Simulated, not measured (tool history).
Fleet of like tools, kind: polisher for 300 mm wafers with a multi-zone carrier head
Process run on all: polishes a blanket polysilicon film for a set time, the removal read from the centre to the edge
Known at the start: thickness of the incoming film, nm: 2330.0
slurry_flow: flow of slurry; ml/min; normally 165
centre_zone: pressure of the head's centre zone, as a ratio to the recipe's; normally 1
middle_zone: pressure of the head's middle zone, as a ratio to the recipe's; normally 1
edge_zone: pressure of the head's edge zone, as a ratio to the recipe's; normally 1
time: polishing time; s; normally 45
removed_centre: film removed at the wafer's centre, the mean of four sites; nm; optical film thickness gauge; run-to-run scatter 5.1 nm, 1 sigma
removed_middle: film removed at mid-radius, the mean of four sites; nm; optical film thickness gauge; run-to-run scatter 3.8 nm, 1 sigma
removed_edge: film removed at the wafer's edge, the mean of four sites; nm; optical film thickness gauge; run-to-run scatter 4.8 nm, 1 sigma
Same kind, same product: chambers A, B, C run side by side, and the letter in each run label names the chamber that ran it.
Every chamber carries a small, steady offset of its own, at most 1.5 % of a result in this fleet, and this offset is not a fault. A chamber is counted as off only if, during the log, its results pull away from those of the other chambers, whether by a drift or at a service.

{"run": "1B", "hour": 13.7, "slurry_flow": 165, "centre_zone": 1, "middle_zone": 1, "edge_zone": 1, "time": 45, "removed_centre": 404.95, "removed_middle": 405.39, "removed_edge": 404.88}
{"hour": 15.9, "done": "chamber C: slurry nozzle cleaned"}
{"run": "2C", "hour": 21.6, "slurry_flow": 165, "centre_zone": 1, "middle_zone": 1, "edge_zone": 1, "time": 45, "removed_centre": 406.18, "removed_middle": 402.77, "removed_edge": 398.72}
{"run": "3A", "hour": 28.3, "slurry_flow": 165, "centre_zone": 1, "middle_zone": 1, "edge_zone": 1, "time": 45, "removed_centre": 413.02, "removed_middle": 406.65, "removed_edge": 404.62}
{"run": "4A", "hour": 41.6, "slurry_flow": 165, "centre_zone": 1, "middle_zone": 1, "edge_zone": 1, "time": 45, "removed_centre": 396.3, "removed_middle": 395.96, "removed_edge": 395.84}
{"run": "5C", "hour": 48.8, "slurry_flow": 165, "centre_zone": 1, "middle_zone": 1, "edge_zone": 1, "time": 45, "removed_centre": 404.48, "removed_middle": 400.67, "removed_edge": 408.23}
{"run": "6B", "hour": 63.2, "slurry_flow": 165, "centre_zone": 1, "middle_zone": 1, "edge_zone": 1, "time": 45, "removed_centre": 401.9, "removed_middle": 401.31, "removed_edge": 404.94}
{"run": "7B", "hour": 78.2, "slurry_flow": 165, "centre_zone": 1, "middle_zone": 1, "edge_zone": 1, "time": 45, "removed_centre": 403.1, "removed_middle": 400.33, "removed_edge": 400.54}
{"hour": 82.2, "done": "chamber B: worn pad replaced by a new one"}
{"run": "8A", "hour": 87.9, "slurry_flow": 165, "centre_zone": 1, "middle_zone": 1, "edge_zone": 1, "time": 45, "removed_centre": 407.8, "removed_middle": 406.51, "removed_edge": 403.22}
{"run": "9C", "hour": 95.9, "slurry_flow": 165, "centre_zone": 1, "middle_zone": 1, "edge_zone": 1, "time": 45, "removed_centre": 407.25, "removed_middle": 399.66, "removed_edge": 403.8}
{"hour": 100.6, "done": "chamber C: worn pad replaced by a new one"}
{"run": "10B", "hour": 102.7, "slurry_flow": 165, "centre_zone": 1, "middle_zone": 1.06, "edge_zone": 1, "time": 36, "removed_centre": 323.54, "removed_middle": 340.13, "removed_edge": 324}
{"hour": 103.0, "done": "chamber A: worn pad replaced by a new one"}
{"run": "11A", "hour": 116.8, "slurry_flow": 165, "centre_zone": 1, "middle_zone": 1.06, "edge_zone": 1, "time": 36, "removed_centre": 322.92, "removed_middle": 338.57, "removed_edge": 320.22}
{"run": "12C", "hour": 128.6, "slurry_flow": 165, "centre_zone": 1, "middle_zone": 1.06, "edge_zone": 1, "time": 36, "removed_centre": 330.68, "removed_middle": 341.55, "removed_edge": 321.2}
{"run": "13B", "hour": 137.8, "slurry_flow": 165, "centre_zone": 1, "middle_zone": 1, "edge_zone": 1, "time": 45, "removed_centre": 402.23, "removed_middle": 403, "removed_edge": 407.63}
{"run": "14A", "hour": 144.4, "slurry_flow": 165, "centre_zone": 1, "middle_zone": 1, "edge_zone": 1, "time": 45, "removed_centre": 401.61, "removed_middle": 401.08, "removed_edge": 401.13}
{"run": "15C", "hour": 156.7, "slurry_flow": 165, "centre_zone": 1, "middle_zone": 1, "edge_zone": 1.04, "time": 45, "removed_centre": 413.34, "removed_middle": 407.74, "removed_edge": 411.21}
{"run": "16A", "hour": 166.9, "slurry_flow": 165, "centre_zone": 1, "middle_zone": 1, "edge_zone": 1.04, "time": 45, "removed_centre": 399.19, "removed_middle": 408.89, "removed_edge": 419.66}
{"run": "17C", "hour": 177.0, "slurry_flow": 165, "centre_zone": 1, "middle_zone": 1, "edge_zone": 1.04, "time": 45, "removed_centre": 394.92, "removed_middle": 403.63, "removed_edge": 411.09}
{"hour": 177.4, "done": "chamber B: slurry nozzle cleaned"}
{"run": "18B", "hour": 188.4, "slurry_flow": 165, "centre_zone": 1, "middle_zone": 1, "edge_zone": 1, "time": 45, "removed_centre": 397.21, "removed_middle": 399.02, "removed_edge": 401.57}
{"run": "19A", "hour": 197.2, "slurry_flow": 165, "centre_zone": 1, "middle_zone": 1, "edge_zone": 1, "time": 45, "removed_centre": 400.23, "removed_middle": 404.25, "removed_edge": 409.24}
{"hour": 199.5, "done": "chamber B: centre zone pressure recalibrated"}
{"hour": 202.4, "done": "chamber A: slurry nozzle cleaned"}
{"run": "20B", "hour": 209.8, "slurry_flow": 165, "centre_zone": 1, "middle_zone": 1, "edge_zone": 1, "time": 45, "removed_centre": 369.66, "removed_middle": 399.83, "removed_edge": 398.46}
{"run": "21C", "hour": 217.8, "slurry_flow": 165, "centre_zone": 0.92, "middle_zone": 1, "edge_zone": 1, "time": 45, "removed_centre": 375.33, "removed_middle": 405.81, "removed_edge": 398.32}
{"run": "22A", "hour": 232.6, "slurry_flow": 165, "centre_zone": 0.92, "middle_zone": 1, "edge_zone": 1, "time": 45, "removed_centre": 359.6, "removed_middle": 410.34, "removed_edge": 407.5}
{"hour": 235.4, "done": "chamber A: worn pad replaced by a new one"}
{"hour": 240.4, "done": "chamber C: worn pad replaced by a new one"}
{"hour": 242.4, "done": "chamber B: worn pad replaced by a new one"}
{"run": "23C", "hour": 245.8, "slurry_flow": 165, "centre_zone": 0.92, "middle_zone": 1, "edge_zone": 1, "time": 45, "removed_centre": 362.59, "removed_middle": 398.86, "removed_edge": 405.89}
{"run": "24B", "hour": 254.9, "slurry_flow": 165, "centre_zone": 1, "middle_zone": 1, "edge_zone": 1, "time": 45, "removed_centre": 364.28, "removed_middle": 403.46, "removed_edge": 398.48}
{"run": "25C", "hour": 261.6, "slurry_flow": 165, "centre_zone": 1, "middle_zone": 1, "edge_zone": 1, "time": 45, "removed_centre": 407.37, "removed_middle": 399.82, "removed_edge": 404.36}
{"hour": 265.0, "done": "chamber C: centre zone pressure recalibrated"}
{"run": "26A", "hour": 275.7, "slurry_flow": 165, "centre_zone": 1, "middle_zone": 0.88, "edge_zone": 1, "time": 40, "removed_centre": 356.07, "removed_middle": 321.35, "removed_edge": 359.26}
{"run": "27B", "hour": 286.2, "slurry_flow": 165, "centre_zone": 1, "middle_zone": 0.88, "edge_zone": 1, "time": 40, "removed_centre": 324.79, "removed_middle": 315.73, "removed_edge": 360.25}
{"run": "28A", "hour": 296.4, "slurry_flow": 165, "centre_zone": 1, "middle_zone": 0.88, "edge_zone": 1, "time": 40, "removed_centre": 351.01, "removed_middle": 319.67, "removed_edge": 362.28}
{"run": "29B", "hour": 307.5, "slurry_flow": 165, "centre_zone": 1, "middle_zone": 1, "edge_zone": 1, "time": 45, "removed_centre": 379.93, "removed_middle": 404.77, "removed_edge": 403.74}
{"run": "30C", "hour": 316.0, "slurry_flow": 165, "centre_zone": 1, "middle_zone": 1, "edge_zone": 1, "time": 45, "removed_centre": 402.16, "removed_middle": 403.1, "removed_edge": 404.32}
{"run": "31B", "hour": 327.8, "slurry_flow": 165, "centre_zone": 1, "middle_zone": 1, "edge_zone": 1, "time": 45, "removed_centre": 359.88, "removed_middle": 402.17, "removed_edge": 407.5}
{"run": "32C", "hour": 337.0, "slurry_flow": 165, "centre_zone": 1, "middle_zone": 1, "edge_zone": 1, "time": 45, "removed_centre": 413.01, "removed_middle": 404.56, "removed_edge": 400.39}
{"hour": 348.5, "done": "chamber C: edge zone pressure recalibrated"}
{"run": "33A", "hour": 350.5, "slurry_flow": 165, "centre_zone": 1, "middle_zone": 1, "edge_zone": 1, "time": 45, "removed_centre": 398.09, "removed_middle": 407.49, "removed_edge": 403.02}
{"run": "34B", "hour": 362.2, "slurry_flow": 165, "centre_zone": 1, "middle_zone": 1, "edge_zone": 1, "time": 45, "removed_centre": 376.21, "removed_middle": 396.66, "removed_edge": 403.99}
{"hour": 366.3, "done": "chamber A: worn pad replaced by a new one"}
{"run": "35C", "hour": 376.0, "slurry_flow": 165, "centre_zone": 1, "middle_zone": 1, "edge_zone": 1, "time": 45, "removed_centre": 409.23, "removed_middle": 407.87, "removed_edge": 404.03}
{"run": "36A", "hour": 386.8, "slurry_flow": 165, "centre_zone": 1, "middle_zone": 1, "edge_zone": 1, "time": 45, "removed_centre": 399.57, "removed_middle": 405.29, "removed_edge": 407.08}
{"run": "37A", "hour": 400.9, "slurry_flow": 225, "centre_zone": 1, "middle_zone": 1, "edge_zone": 1, "time": 45, "removed_centre": 411.53, "removed_middle": 430, "removed_edge": 410.52}
{"run": "38C", "hour": 414.9, "slurry_flow": 225, "centre_zone": 1, "middle_zone": 1, "edge_zone": 1, "time": 45, "removed_centre": 430.38, "removed_middle": 424.01, "removed_edge": 418.69}

Which is it: a chamber that has drifted or been left off by a service, a gauge drift common to all chambers, or only each chamber's usual small offset? If a chamber is off, name it and its likeliest cause.

Chamber B came out of a service off from its peers and stayed that way.
Cause: centre zone's pressure below its setpoint, % = 7.31.

Chamber B could run next with any of the 4 candidate recipes listed below; each alters the usual settings, and their results appear as question marks. Which one brings its results back in line with what the other chambers deliver on the usual settings?
Maximum distance from the other chambers' mean on the usual settings for a result to count as in line: removed_centre 18 nm; removed_middle 13 nm; removed_edge 17 nm
{"run": "39B-1", "hour": 425.8, "slurry_flow": 155, "centre_zone": 0.87, "middle_zone": 1.02, "edge_zone": 1.05, "time": 44, "removed_centre": "?", "removed_middle": "?", "removed_edge": "?"}
{"run": "39B-2", "hour": 425.8, "slurry_flow": 175, "centre_zone": 1.14, "middle_zone": 0.98, "edge_zone": 0.95, "time": 46, "removed_centre": "?", "removed_middle": "?", "removed_edge": "?"}
{"run": "39B-3", "hour": 425.8, "slurry_flow": 170, "centre_zone": 1.07, "middle_zone": 0.99, "edge_zone": 0.97, "time": 45, "removed_centre": "?", "removed_middle": "?", "removed_edge": "?"}
{"run": "39B-4", "hour": 425.8, "slurry_flow": 160, "centre_zone": 0.93, "middle_zone": 1.01, "edge_zone": 1.03, "time": 45, "removed_centre": "?", "removed_middle": "?", "removed_edge": "?"}

The mean the other chambers reach with the usual settings: removed_centre 404.83 nm; removed_middle 403.85 nm; removed_edge 402.76 nm
run=39B-1 removed_centre=311.11 removed_middle=397.42 removed_edge=398.99
run=39B-2 removed_centre=448.81 removed_middle=408.28 removed_edge=401.78
run=39B-3 removed_centre=407.49 removed_middle=401.4 removed_edge=395.91
run=39B-4 removed_centre=344.99 removed_middle=404.94 removed_edge=405.56
With 39B-3, the chamber falls back in line with the rest.

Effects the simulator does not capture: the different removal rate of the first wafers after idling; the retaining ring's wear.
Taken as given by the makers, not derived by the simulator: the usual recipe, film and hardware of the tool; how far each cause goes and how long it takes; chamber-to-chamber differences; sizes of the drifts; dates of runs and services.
